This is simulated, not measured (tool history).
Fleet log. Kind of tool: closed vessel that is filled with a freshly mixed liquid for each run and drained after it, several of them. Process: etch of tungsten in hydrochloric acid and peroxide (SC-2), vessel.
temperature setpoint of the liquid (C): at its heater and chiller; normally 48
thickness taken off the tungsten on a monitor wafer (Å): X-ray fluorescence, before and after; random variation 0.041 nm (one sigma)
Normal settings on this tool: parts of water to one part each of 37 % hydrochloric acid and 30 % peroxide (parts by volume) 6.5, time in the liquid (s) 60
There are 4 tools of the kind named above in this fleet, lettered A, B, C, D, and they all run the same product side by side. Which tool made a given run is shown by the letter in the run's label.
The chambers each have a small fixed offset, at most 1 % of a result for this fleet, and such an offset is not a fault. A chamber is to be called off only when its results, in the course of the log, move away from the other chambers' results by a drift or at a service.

run,hour,temperature setpoint of the liquid (C),parts of water to one part each of 37 % hydrochloric acid and 30 % peroxide (parts by volume),time in the liquid (s),hours since the thermometer was replaced,hours since the chemicals flow meter was replaced,hours since the drum of peroxide was connected,"read-back film thickness of the tungsten reference wafer, read on the same gauge (nm)",thickness taken off the tungsten on a monitor wafer (Å)
1D,12.7,48,6.5,60,1540.8,115.0,599.3,39.998,84.376
2B,26.8,48,6.5,60,44.5,1223.5,612.0,40.012,84.209
3A,36.4,48,6.5,60,1003.8,806.0,1132.8,40.000,83.802
4C,43.1,48,6.5,60,81.4,111.0,141.7,40.019,83.724
5B,56.5,48,6.5,60,74.2,1253.2,641.7,39.976,83.823
6C,66.1,48,6.5,60,104.4,134.0,164.7,39.977,83.801
7D,75.3,48,6.5,60,1603.4,177.6,661.9,39.987,83.003
8A,83.7,48,6.5,60,1051.1,853.3,1180.1,40.008,82.071
9A,97.5,48,6.5,60,1064.9,867.1,1193.9,39.975,83.877
10C,110.3,48,6.5,60,148.6,178.2,208.9,39.996,84.013
11B,118.7,48,6.5,60,136.4,1315.4,703.9,39.998,84.014
12D,126.1,48,6.5,60,1654.2,228.4,712.7,39.997,82.233
13A,135.2,48,6.5,60,1102.6,904.8,1231.6,39.988,83.329
14B,147.5,48,4.0,80,165.2,1344.2,732.7,40.032,160.290
15C,158.2,48,4.0,80,196.5,226.1,256.8,39.975,156.540
# hour 160.2: chamber B: new drum of peroxide connected
16D,170.5,48,4.0,80,1698.6,272.8,757.1,40.031,151.960
17C,184.0,48,4.0,80,222.3,251.9,282.6,39.978,156.550
18A,190.8,48,6.5,60,1158.2,960.4,1287.2,40.024,83.284
19D,200.7,48,6.5,60,1728.8,303.0,787.3,39.990,81.143
20B,213.3,48,6.5,60,231.0,1410.0,53.1,39.982,83.875
21A,221.0,48,4.0,60,1188.4,990.6,1317.4,40.005,117.630
22B,228.9,48,4.0,60,246.6,1425.6,68.7,40.001,120.530
23D,238.2,48,4.0,60,1766.3,340.5,824.8,39.970,112.540
24C,245.5,48,4.0,60,283.8,313.4,344.1,39.996,118.020
25B,253.4,48,6.5,60,271.1,1450.1,93.2,40.023,83.868
# hour 264.9: chamber A: new drum of peroxide connected
26D,265.7,48,6.5,60,1793.8,368.0,852.3,40.017,80.750
27C,272.4,48,6.5,60,310.7,340.3,371.0,39.973,83.341
28A,279.3,48,6.5,60,1246.7,1048.9,14.5,40.020,83.109
29B,290.2,48,9.0,60,307.9,1486.9,130.0,39.974,64.853
30C,298.5,48,9.0,60,336.8,366.4,397.1,40.028,64.644
31D,307.0,48,9.0,60,1835.1,409.3,893.6,39.982,61.572
32A,317.8,48,9.0,60,1285.2,1087.4,53.0,40.000,63.602
33C,329.4,48,6.5,60,367.7,397.3,428.0,39.991,83.823
34A,337.2,48,6.5,60,1304.6,1106.8,72.4,39.993,82.805
35B,347.9,48,6.5,60,365.6,1544.6,187.7,40.013,84.224
36D,357.5,48,6.5,45,1885.6,459.8,944.1,39.999,59.346
37A,370.6,48,6.5,45,1338.0,1140.2,105.8,40.015,62.334

Next, all 4 chambers run the settings below, one line each with question marks for the results. What does each chamber give?
38A,380.9,48,6.5,60,,,,,?
38B,380.9,48,6.5,60,,,,,?
38C,380.9,48,6.5,60,,,,,?
38D,380.9,48,6.5,60,,,,,?

run,thickness taken off the tungsten on a monitor wafer (Å)
38A,82.044
38B,84.041
38C,83.707
38D,78.316
